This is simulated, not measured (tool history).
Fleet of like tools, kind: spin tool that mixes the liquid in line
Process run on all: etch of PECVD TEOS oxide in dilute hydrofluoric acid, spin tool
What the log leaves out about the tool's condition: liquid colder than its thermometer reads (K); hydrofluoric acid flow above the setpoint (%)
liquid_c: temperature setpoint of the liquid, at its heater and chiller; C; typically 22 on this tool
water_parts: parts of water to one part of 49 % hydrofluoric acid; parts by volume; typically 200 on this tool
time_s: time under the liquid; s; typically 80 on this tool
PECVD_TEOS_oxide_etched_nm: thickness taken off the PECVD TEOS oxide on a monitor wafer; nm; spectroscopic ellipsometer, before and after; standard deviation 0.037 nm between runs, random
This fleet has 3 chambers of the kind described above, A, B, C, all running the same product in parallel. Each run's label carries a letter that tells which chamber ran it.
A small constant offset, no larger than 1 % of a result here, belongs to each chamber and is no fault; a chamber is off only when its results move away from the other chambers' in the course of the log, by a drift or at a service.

run,hour,liquid_c,water_parts,time_s,hours since the thermometer was replaced,hours since the hydrofluoric acid flow meter was replaced,"read-back film thickness of the PECVD TEOS oxide reference wafer, read on the same gauge (nm)",PECVD_TEOS_oxide_etched_nm
1C,4.0,22,200,80,293.5,1902.0,150.00,6.1677
2B,8.6,22,200,80,530.9,2122.9,149.99,6.2380
3A,12.4,22,200,80,98.6,816.4,150.02,6.1521
4C,16.2,22,200,80,305.7,1914.2,149.99,6.1235
5A,21.2,22,200,80,107.4,825.2,150.00,6.2408
6B,24.1,22,235,80,546.4,2138.4,150.01,5.1589
7A,27.8,22,235,80,114.0,831.8,150.02,5.1049
8C,32.7,22,235,80,322.2,1930.7,149.99,5.0040
9B,37.4,22,200,80,559.7,2151.7,149.99,6.2667
10A,39.8,22,200,115,126.0,843.8,150.02,8.8497
11C,42.8,22,200,115,332.3,1940.8,150.01,8.8794
12B,45.7,22,200,115,568.0,2160.0,149.99,8.9329
13C,49.2,22,200,80,338.7,1947.2,150.00,6.1062
14A,52.2,22,200,80,138.4,856.2,150.00,6.2996
15B,55.7,26,200,35,578.0,2170.0,149.99,3.1865
16C,58.9,26,200,35,348.4,1956.9,150.00,3.1304
17A,63.5,26,200,35,149.7,867.5,149.99,3.1512
18B,68.7,22,200,80,591.0,2183.0,150.00,6.2107
# hour 70.9: chamber B: hydrofluoric acid flow meter replaced
19C,72.3,22,200,80,361.8,1970.3,150.02,6.1651
20B,76.7,22,200,80,599.0,5.8,150.00,6.1531
21A,80.5,22,200,100,166.7,884.5,150.02,7.8361
22B,83.4,22,200,100,605.7,12.5,150.01,7.7547
23C,87.3,22,200,100,376.8,1985.3,150.01,7.6885
24A,90.4,22,200,80,176.6,894.4,150.01,6.2520
25A,93.8,22,235,30,180.0,897.8,149.99,1.9520
26B,97.0,22,235,30,619.3,26.1,149.99,1.9207
27C,102.4,22,235,30,391.9,2000.4,150.00,1.8969
28A,106.6,22,200,80,192.8,910.6,150.01,6.3802
29C,109.1,22,200,80,398.6,2007.1,150.01,6.1155
30B,113.3,22,200,80,635.6,42.4,149.99,6.1956
31C,118.5,22,200,80,408.0,2016.5,150.00,6.1242
32B,123.0,22,200,80,645.3,52.1,150.00,6.1834
33A,126.9,22,200,80,213.1,930.9,149.99,6.3273
34C,130.2,22,200,80,419.7,2028.2,150.00,6.1216
35B,133.9,22,200,80,656.2,63.0,149.99,6.1794
36A,137.7,22,120,80,223.9,941.7,150.00,11.6950
37A,141.6,22,120,80,227.8,945.6,150.00,11.7720
38B,144.8,22,120,80,667.1,73.9,149.98,11.2790
39C,148.7,22,200,80,438.2,2046.7,149.98,6.1609

All chambers now run identical settings, listed one chamber a line with results as question marks. What results will each chamber show?
40A,152.5,22,200,80,,,,?
40B,152.5,22,200,80,,,,?
40C,152.5,22,200,80,,,,?

run,PECVD_TEOS_oxide_etched_nm
40A,6.3731
40B,6.2117
40C,6.1049
